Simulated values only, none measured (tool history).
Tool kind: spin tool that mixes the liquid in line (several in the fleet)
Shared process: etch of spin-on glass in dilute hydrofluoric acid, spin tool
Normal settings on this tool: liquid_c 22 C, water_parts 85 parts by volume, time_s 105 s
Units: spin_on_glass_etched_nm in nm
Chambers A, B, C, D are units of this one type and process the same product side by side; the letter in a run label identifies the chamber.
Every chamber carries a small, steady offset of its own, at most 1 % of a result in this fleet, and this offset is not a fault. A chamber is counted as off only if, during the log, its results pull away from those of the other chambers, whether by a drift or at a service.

run   hour  liquid_c  water_parts  time_s  hours since the thermometer was replaced  hours since the hydrofluoric acid flow meter was replaced  read-back film thickness of the spin-on glass reference wafer, read on the same gauge (nm)  spin_on_glass_etched_nm
 1B    8.3        22           85     105                                    1552.1                                                      567.2                                                                                      149.97                   49.788
 2A   12.2        22           85     105                                      1646                                                      104.9                                                                                      150.02                   50.575
 3D   19.8        22           85     105                                     746.6                                                     1041.2                                                                                      149.99                   49.813
 4C   25.2        22           85     105                                     984.2                                                     1928.2                                                                                      150.05                   50.375
 5C     29        22           85     105                                       988                                                       1932                                                                                      150.01                   50.446
      29.5  -- chamber B: hydrofluoric acid flow meter replaced
 6B   36.9        22           85     105                                    1580.7                                                        7.5                                                                                      149.99                   50.373
 7D   45.2        22           85      55                                       772                                                     1066.6                                                                                         150                   26.177
 8A   50.6        22           85      55                                    1684.4                                                      143.3                                                                                      149.97                   26.056
 9C   57.4        22           85      55                                    1016.4                                                     1960.4                                                                                      149.98                   26.156
10A   63.4        22           85      55                                    1697.2                                                      156.1                                                                                      150.02                   26.262
11D   67.4        22           85     105                                     794.2                                                     1088.8                                                                                      149.99                   50.991
12B   74.4        22           85     105                                    1618.2                                                         45                                                                                         150                   50.076
13A   80.7        22           85     105                                    1714.5                                                      173.4                                                                                      150.02                   50.192
14B   86.6        22           85     105                                    1630.4                                                       57.2                                                                                         150                   50.465
15C   93.1        22          110     105                                    1052.1                                                     1996.1                                                                                      149.98                   38.184
16D   97.5        22          110     105                                     824.3                                                     1118.9                                                                                      149.98                   37.756
17D  101.3        22          110     105                                     828.1                                                     1122.7                                                                                         150                   37.667
18C  109.1        22          110     105                                    1068.1                                                     2012.1                                                                                         150                   38.188
19B  114.4        18          100     105                                    1658.2                                                         85                                                                                      149.98                   35.536
20A    120        18          100     105                                    1753.8                                                      212.7                                                                                         150                   35.126
21C  124.4        18          100     105                                    1083.4                                                     2027.4                                                                                      149.99                   35.786
22B  130.9        18          100     105                                    1674.7                                                      101.5                                                                                      149.96                   35.951
23A  136.5      23.5           55     105                                    1770.3                                                      229.2                                                                                      150.03                   86.702
24D  142.9      23.5           55     105                                     869.7                                                     1164.3                                                                                      149.98                   87.149
25C  146.8      23.5           55     105                                    1105.8                                                     2049.8                                                                                      150.04                   85.572
26D  154.1      23.5           55     105                                     880.9                                                     1175.5                                                                                      149.98                   86.581
27A  162.6        22           85     105                                    1796.4                                                      255.3                                                                                      149.95                   50.423
28B    167        22           85     105                                    1710.8                                                      137.6                                                                                      149.98                   50.179
29C  171.1      19.5          120     105                                    1130.1                                                     2074.1                                                                                         150                   31.283

Is one chamber out of step, is the gauge drifting, or do the chambers differ by no more than their own small offsets? For an off chamber, give its letter and the likeliest cause.

Neither any chamber nor the gauge drifts; the chambers differ only by their own small, steady offsets.
